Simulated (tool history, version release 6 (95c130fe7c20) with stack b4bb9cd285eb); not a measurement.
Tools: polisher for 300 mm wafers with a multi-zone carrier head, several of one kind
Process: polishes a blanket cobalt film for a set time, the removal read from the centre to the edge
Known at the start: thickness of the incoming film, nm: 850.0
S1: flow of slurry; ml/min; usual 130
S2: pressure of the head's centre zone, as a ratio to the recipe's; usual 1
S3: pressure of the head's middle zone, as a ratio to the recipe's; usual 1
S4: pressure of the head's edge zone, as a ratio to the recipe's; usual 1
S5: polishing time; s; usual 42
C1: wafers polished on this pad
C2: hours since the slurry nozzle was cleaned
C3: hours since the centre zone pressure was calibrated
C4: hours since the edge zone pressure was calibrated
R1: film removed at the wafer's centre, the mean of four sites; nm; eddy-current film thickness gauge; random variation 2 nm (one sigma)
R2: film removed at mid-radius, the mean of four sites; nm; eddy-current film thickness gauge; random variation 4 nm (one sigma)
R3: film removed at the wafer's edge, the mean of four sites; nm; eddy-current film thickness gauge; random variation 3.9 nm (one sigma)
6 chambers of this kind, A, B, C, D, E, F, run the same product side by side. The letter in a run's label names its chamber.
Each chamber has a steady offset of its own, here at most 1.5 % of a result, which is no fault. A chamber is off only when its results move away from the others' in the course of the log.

{"run": "1B", "hour": 4.7, "S1": 130, "S2": 1, "S3": 1, "S4": 1, "S5": 42, "C1": 726, "C2": 222.1, "C3": 602.3, "C4": 842.5, "R1": 273.73, "R2": 279.15, "R3": 265.38}
{"hour": 10.9, "done": "chamber C: worn pad replaced by a new one"}
{"run": "2E", "hour": 13.5, "S1": 130, "S2": 1, "S3": 1, "S4": 1, "S5": 42, "C1": 1036, "C2": 211.4, "C3": 893.2, "C4": 308.8, "R1": 269.76, "R2": 274.9, "R3": 274.06}
{"hour": 18.5, "done": "chamber A: worn pad replaced by a new one"}
{"run": "3F", "hour": 19.6, "S1": 130, "S2": 1, "S3": 1, "S4": 1, "S5": 42, "C1": 406, "C2": 71.4, "C3": 195.3, "C4": 1411.9, "R1": 266.35, "R2": 267.84, "R3": 270.16}
{"hour": 24.3, "done": "chamber D: worn pad replaced by a new one"}
{"run": "4C", "hour": 25.3, "S1": 130, "S2": 1, "S3": 1, "S4": 1, "S5": 42, "C1": 165, "C2": 290.4, "C3": 114.1, "C4": 335.1, "R1": 274.39, "R2": 279.2, "R3": 277.81}
{"hour": 30.8, "done": "chamber B: worn pad replaced by a new one"}
{"run": "5D", "hour": 31.1, "S1": 130, "S2": 1, "S3": 1, "S4": 1, "S5": 42, "C1": 78, "C2": 433.2, "C3": 123.6, "C4": 781, "R1": 273.8, "R2": 269.25, "R3": 268.46}
{"hour": 32.0, "done": "chamber E: worn pad replaced by a new one"}
{"run": "6A", "hour": 36.6, "S1": 130, "S2": 1, "S3": 1, "S4": 1, "S5": 42, "C1": 207, "C2": 471.3, "C3": 531.8, "C4": 295.9, "R1": 269.5, "R2": 269.69, "R3": 270.03}
{"run": "7B", "hour": 41.2, "S1": 130, "S2": 1, "S3": 1, "S4": 1, "S5": 42, "C1": 119, "C2": 258.6, "C3": 638.8, "C4": 879, "R1": 274.49, "R2": 275.29, "R3": 271.62}
{"run": "8C", "hour": 49.8, "S1": 130, "S2": 1, "S3": 1, "S4": 1, "S5": 42, "C1": 446, "C2": 314.9, "C3": 138.6, "C4": 359.6, "R1": 272.76, "R2": 273.96, "R3": 273.91}
{"hour": 53.3, "done": "chamber F: worn pad replaced by a new one"}
{"run": "9E", "hour": 54.1, "S1": 130, "S2": 1, "S3": 1, "S4": 1, "S5": 42, "C1": 253, "C2": 252, "C3": 933.8, "C4": 349.4, "R1": 271.18, "R2": 269.82, "R3": 276.66}
{"hour": 60.4, "done": "chamber F: edge zone pressure recalibrated"}
{"run": "10D", "hour": 62.4, "S1": 130, "S2": 1, "S3": 1, "S4": 1, "S5": 42, "C1": 437, "C2": 464.5, "C3": 154.9, "C4": 812.3, "R1": 269.03, "R2": 272.05, "R3": 276.38}
{"run": "11A", "hour": 69.6, "S1": 130, "S2": 1, "S3": 1, "S4": 1, "S5": 42, "C1": 585, "C2": 504.3, "C3": 564.8, "C4": 328.9, "R1": 268.68, "R2": 266.57, "R3": 268.26}
{"hour": 72.7, "done": "chamber E: centre zone pressure recalibrated"}
{"run": "12F", "hour": 74.1, "S1": 130, "S2": 1, "S3": 1, "S4": 1, "S5": 42, "C1": 238, "C2": 125.9, "C3": 249.8, "C4": 13.8, "R1": 269.19, "R2": 271.55, "R3": 269.68}
{"run": "13B", "hour": 78.3, "S1": 130, "S2": 1, "S3": 1, "S4": 1, "S5": 42, "C1": 544, "C2": 295.7, "C3": 675.9, "C4": 916.1, "R1": 271.82, "R2": 274.36, "R3": 265.51}
{"run": "14E", "hour": 86.3, "S1": 130, "S2": 1, "S3": 1, "S4": 1, "S5": 42, "C1": 622, "C2": 284.2, "C3": 13.7, "C4": 381.6, "R1": 267.06, "R2": 268.63, "R3": 268.7}
{"run": "15D", "hour": 91.3, "S1": 130, "S2": 1, "S3": 1, "S4": 1, "S5": 42, "C1": 768, "C2": 493.4, "C3": 183.8, "C4": 841.2, "R1": 271.16, "R2": 272.38, "R3": 271.53}
{"run": "16F", "hour": 95.9, "S1": 130, "S2": 1, "S3": 1, "S4": 1, "S5": 42, "C1": 488, "C2": 147.7, "C3": 271.6, "C4": 35.6, "R1": 267.86, "R2": 266.67, "R3": 271.73}
{"hour": 99.9, "done": "chamber A: worn pad replaced by a new one"}
{"run": "17A", "hour": 102.2, "S1": 130, "S2": 1, "S3": 1, "S4": 1, "S5": 42, "C1": 27, "C2": 536.9, "C3": 597.4, "C4": 361.5, "R1": 269.47, "R2": 276.71, "R3": 265.46}
{"hour": 109.0, "done": "chamber B: worn pad replaced by a new one"}
{"hour": 109.7, "done": "chamber C: worn pad replaced by a new one"}
{"run": "18C", "hour": 110.4, "S1": 130, "S2": 1, "S3": 1, "S4": 1, "S5": 42, "C1": 8, "C2": 375.5, "C3": 199.2, "C4": 420.2, "R1": 266.92, "R2": 273.26, "R3": 272.33}
{"run": "19B", "hour": 117.4, "S1": 130, "S2": 1, "S3": 0.9, "S4": 1, "S5": 42, "C1": 96, "C2": 334.8, "C3": 715, "C4": 955.2, "R1": 271.79, "R2": 250.03, "R3": 271.76}
{"run": "20E", "hour": 122.1, "S1": 130, "S2": 1, "S3": 0.9, "S4": 1, "S5": 42, "C1": 1032, "C2": 320, "C3": 49.5, "C4": 417.4, "R1": 268.92, "R2": 247.59, "R3": 277.39}
{"hour": 123.7, "done": "chamber B: edge zone pressure recalibrated"}
{"run": "21C", "hour": 126.5, "S1": 130, "S2": 1, "S3": 0.9, "S4": 1, "S5": 42, "C1": 192, "C2": 391.6, "C3": 215.3, "C4": 436.3, "R1": 273.95, "R2": 248.98, "R3": 272.88}
{"hour": 126.8, "done": "chamber D: worn pad replaced by a new one"}
{"run": "22D", "hour": 135.2, "S1": 130, "S2": 1, "S3": 0.9, "S4": 1, "S5": 42, "C1": 97, "C2": 537.3, "C3": 227.7, "C4": 885.1, "R1": 274.04, "R2": 241.26, "R3": 271.03}
{"hour": 139.0, "done": "chamber E: worn pad replaced by a new one"}
{"hour": 140.3, "done": "chamber A: slurry nozzle cleaned"}
{"run": "23F", "hour": 140.7, "S1": 130, "S2": 1, "S3": 0.9, "S4": 1, "S5": 42, "C1": 1001, "C2": 192.5, "C3": 316.4, "C4": 80.4, "R1": 267.2, "R2": 247.7, "R3": 274.26}
{"hour": 144.2, "done": "chamber F: worn pad replaced by a new one"}
{"run": "24A", "hour": 146.5, "S1": 130, "S2": 1, "S3": 0.9, "S4": 1, "S5": 42, "C1": 534, "C2": 6.3, "C3": 641.7, "C4": 405.8, "R1": 269.99, "R2": 243.73, "R3": 271.05}
{"run": "25B", "hour": 152.5, "S1": 130, "S2": 1, "S3": 1, "S4": 1, "S5": 42, "C1": 498, "C2": 369.9, "C3": 750.1, "C4": 28.9, "R1": 269.33, "R2": 275.21, "R3": 271.32}
{"run": "26C", "hour": 156.9, "S1": 130, "S2": 1, "S3": 1, "S4": 1, "S5": 42, "C1": 541, "C2": 422, "C3": 245.7, "C4": 466.7, "R1": 270.98, "R2": 281.1, "R3": 279.18}
{"hour": 157.0, "done": "chamber D: edge zone pressure recalibrated"}
{"run": "27D", "hour": 162.0, "S1": 95, "S2": 1, "S3": 1, "S4": 1, "S5": 42, "C1": 404, "C2": 564.1, "C3": 254.5, "C4": 5, "R1": 249.92, "R2": 252.59, "R3": 258.63}
{"run": "28E", "hour": 171.2, "S1": 95, "S2": 1, "S3": 1, "S4": 1, "S5": 42, "C1": 369, "C2": 369.1, "C3": 98.6, "C4": 466.5, "R1": 242.54, "R2": 249.34, "R3": 261.79}
{"run": "29F", "hour": 180.4, "S1": 95, "S2": 1, "S3": 1, "S4": 1, "S5": 42, "C1": 415, "C2": 232.2, "C3": 356.1, "C4": 120.1, "R1": 245.27, "R2": 245.89, "R3": 258.83}
{"run": "30A", "hour": 184.9, "S1": 95, "S2": 1, "S3": 1, "S4": 1, "S5": 42, "C1": 974, "C2": 44.7, "C3": 680.1, "C4": 444.2, "R1": 242.55, "R2": 253.09, "R3": 248.89}
{"hour": 185.3, "done": "chamber A: worn pad replaced by a new one"}
{"hour": 187.7, "done": "chamber B: worn pad replaced by a new one"}
{"hour": 190.0, "done": "chamber C: worn pad replaced by a new one"}
{"run": "31D", "hour": 192.5, "S1": 95, "S2": 1, "S3": 1, "S4": 1, "S5": 42, "C1": 753, "C2": 594.6, "C3": 285, "C4": 35.5, "R1": 250.77, "R2": 243.74, "R3": 247.55}
{"run": "32B", "hour": 198.7, "S1": 95, "S2": 1, "S3": 1, "S4": 1, "S5": 42, "C1": 126, "C2": 416.1, "C3": 796.3, "C4": 75.1, "R1": 248.55, "R2": 258.13, "R3": 258.63}
{"run": "33E", "hour": 205.6, "S1": 130, "S2": 1, "S3": 1, "S4": 1, "S5": 42, "C1": 763, "C2": 403.5, "C3": 133, "C4": 500.9, "R1": 265.17, "R2": 271.68, "R3": 272.94}
{"run": "34F", "hour": 214.4, "S1": 130, "S2": 1, "S3": 1, "S4": 1, "S5": 49, "C1": 804, "C2": 266.2, "C3": 390.1, "C4": 154.1, "R1": 313.14, "R2": 308.4, "R3": 317.84}
{"hour": 215.7, "done": "chamber D: worn pad replaced by a new one"}
{"run": "35A", "hour": 219.4, "S1": 130, "S2": 1, "S3": 1, "S4": 1, "S5": 49, "C1": 391, "C2": 79.2, "C3": 714.6, "C4": 478.7, "R1": 313.07, "R2": 307.21, "R3": 310.12}
{"run": "36C", "hour": 227.1, "S1": 130, "S2": 1, "S3": 1, "S4": 1, "S5": 49, "C1": 425, "C2": 492.2, "C3": 315.9, "C4": 536.9, "R1": 318.48, "R2": 312.92, "R3": 305.27}
{"hour": 228.2, "done": "chamber E: worn pad replaced by a new one"}
{"run": "37F", "hour": 231.9, "S1": 130, "S2": 1, "S3": 1, "S4": 1, "S5": 49, "C1": 1005, "C2": 283.7, "C3": 407.6, "C4": 171.6, "R1": 317.73, "R2": 318.61, "R3": 314.92}
{"run": "38E", "hour": 236.4, "S1": 130, "S2": 1, "S3": 1, "S4": 1, "S5": 49, "C1": 94, "C2": 434.3, "C3": 163.8, "C4": 531.7, "R1": 311.62, "R2": 316.44, "R3": 323.64}
{"run": "39B", "hour": 244.6, "S1": 130, "S2": 1, "S3": 1, "S4": 1, "S5": 49, "C1": 652, "C2": 462, "C3": 842.2, "C4": 121, "R1": 316.44, "R2": 320.89, "R3": 320.6}
{"run": "40C", "hour": 253.1, "S1": 130, "S2": 1, "S3": 1, "S4": 1, "S5": 42, "C1": 723, "C2": 518.2, "C3": 341.9, "C4": 562.9, "R1": 270.84, "R2": 280.46, "R3": 269.5}
{"run": "41D", "hour": 261.6, "S1": 130, "S2": 1, "S3": 1, "S4": 1, "S5": 42, "C1": 526, "C2": 663.7, "C3": 354.1, "C4": 104.6, "R1": 271.91, "R2": 271.46, "R3": 264.69}
{"run": "42A", "hour": 268.8, "S1": 130, "S2": 1, "S3": 1, "S4": 1, "S5": 42, "C1": 957, "C2": 128.6, "C3": 764, "C4": 528.1, "R1": 267.51, "R2": 264.42, "R3": 269.84}

What goes on in this fleet: one chamber off, a drifting gauge, or nothing beyond the chambers' own small offsets? Name the chamber and the cause, if any.

No chamber stands off beyond its own small offset, and the gauge holds steady.
